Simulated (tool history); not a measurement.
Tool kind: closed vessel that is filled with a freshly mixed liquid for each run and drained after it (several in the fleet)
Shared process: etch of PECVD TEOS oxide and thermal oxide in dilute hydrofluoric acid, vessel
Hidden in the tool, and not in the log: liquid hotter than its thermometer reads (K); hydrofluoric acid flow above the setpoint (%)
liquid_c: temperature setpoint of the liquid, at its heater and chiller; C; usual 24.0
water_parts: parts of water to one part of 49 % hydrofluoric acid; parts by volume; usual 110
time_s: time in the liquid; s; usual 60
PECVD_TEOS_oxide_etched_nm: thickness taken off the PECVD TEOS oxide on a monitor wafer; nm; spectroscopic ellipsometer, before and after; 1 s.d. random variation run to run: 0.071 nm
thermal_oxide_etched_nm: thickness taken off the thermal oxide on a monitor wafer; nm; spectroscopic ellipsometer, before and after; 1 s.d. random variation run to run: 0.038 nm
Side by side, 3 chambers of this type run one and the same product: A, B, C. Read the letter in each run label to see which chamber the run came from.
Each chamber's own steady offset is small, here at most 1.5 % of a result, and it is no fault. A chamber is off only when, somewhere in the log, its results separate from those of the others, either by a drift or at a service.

run,day,liquid_c,water_parts,time_s,hours since the thermometer was replaced,hours since the hydrofluoric acid flow meter was replaced,"read-back film thickness of the PECVD TEOS oxide reference wafer, read on the same gauge (nm)","read-back film thickness of the thermal oxide reference wafer, read on the same gauge (nm)",PECVD_TEOS_oxide_etched_nm,thermal_oxide_etched_nm
1C,0.454,24.0,110,60,490.8,644.0,59.991,110.01,15.3950,2.3832
2A,1.042,24.0,110,60,783.7,64.4,60.002,109.99,15.4720,2.3355
3B,1.604,24.0,110,60,182.1,485.0,60.018,109.99,15.3240,2.3753
4C,2.229,24.0,110,60,533.4,686.6,60.036,110.02,15.3490,2.4086
5A,2.596,24.0,110,60,821.0,101.7,59.958,110.01,15.4710,2.2868
6B,3.188,24.0,110,60,220.1,523.0,59.991,110.00,15.4530,2.3193
7C,3.538,26.0,110,35,564.8,718.0,59.986,109.98,9.6061,1.4726
8B,4.175,26.0,110,35,243.8,546.7,59.996,110.02,9.7319,1.4991
9A,4.808,26.0,110,35,874.1,154.8,60.015,110.01,9.7550,1.5094
10A,5.317,24.0,110,60,886.3,167.0,60.035,110.00,15.5330,2.3816
# day 5.504: chamber C: thermometer replaced
11C,5.971,24.0,110,60,11.3,776.4,59.990,110.00,15.3690,2.3494
12B,6.538,24.0,150,60,300.5,603.4,59.998,110.01,10.7710,1.6400
13B,6.883,24.0,150,60,308.8,611.7,60.001,109.98,10.7490,1.6703
14A,7.250,24.0,150,60,932.7,213.4,60.003,109.99,10.8400,1.6475
15C,7.550,24.0,110,60,49.2,814.3,60.002,109.98,15.4120,2.3955
16C,7.946,24.0,110,60,58.7,823.8,60.013,110.04,15.3120,2.3934
17B,8.508,27.5,130,60,347.8,650.7,59.980,110.00,14.4170,2.2864
18A,9.100,27.5,130,60,977.1,257.8,59.990,109.96,14.5330,2.2731
19B,9.646,27.5,130,60,375.1,678.0,59.988,110.00,14.5520,2.2458
20C,9.992,19.0,80,60,107.8,872.9,59.993,109.96,17.7170,2.7716
21A,10.608,19.0,80,60,1013.3,294.0,60.016,110.00,18.0850,2.7677
22C,11.175,19.0,80,60,136.2,901.3,60.015,109.97,17.8440,2.6829
23A,11.683,24.0,110,60,1039.1,319.8,60.011,110.02,15.6040,2.3247
24B,12.121,28.0,110,60,434.5,737.4,59.999,109.98,17.7660,2.7763
25C,12.696,28.0,110,60,172.7,937.8,60.006,109.98,17.8600,2.7388
26B,13.167,28.0,110,60,459.6,762.5,59.980,110.01,17.7970,2.7235

Which is it: a chamber that has drifted or been left off by a service, a gauge drift common to all chambers, or only each chamber's usual small offset? If a chamber is off, name it and its likeliest cause.

Beyond each chamber's small constant offset nothing stands out, and the gauge stays steady.
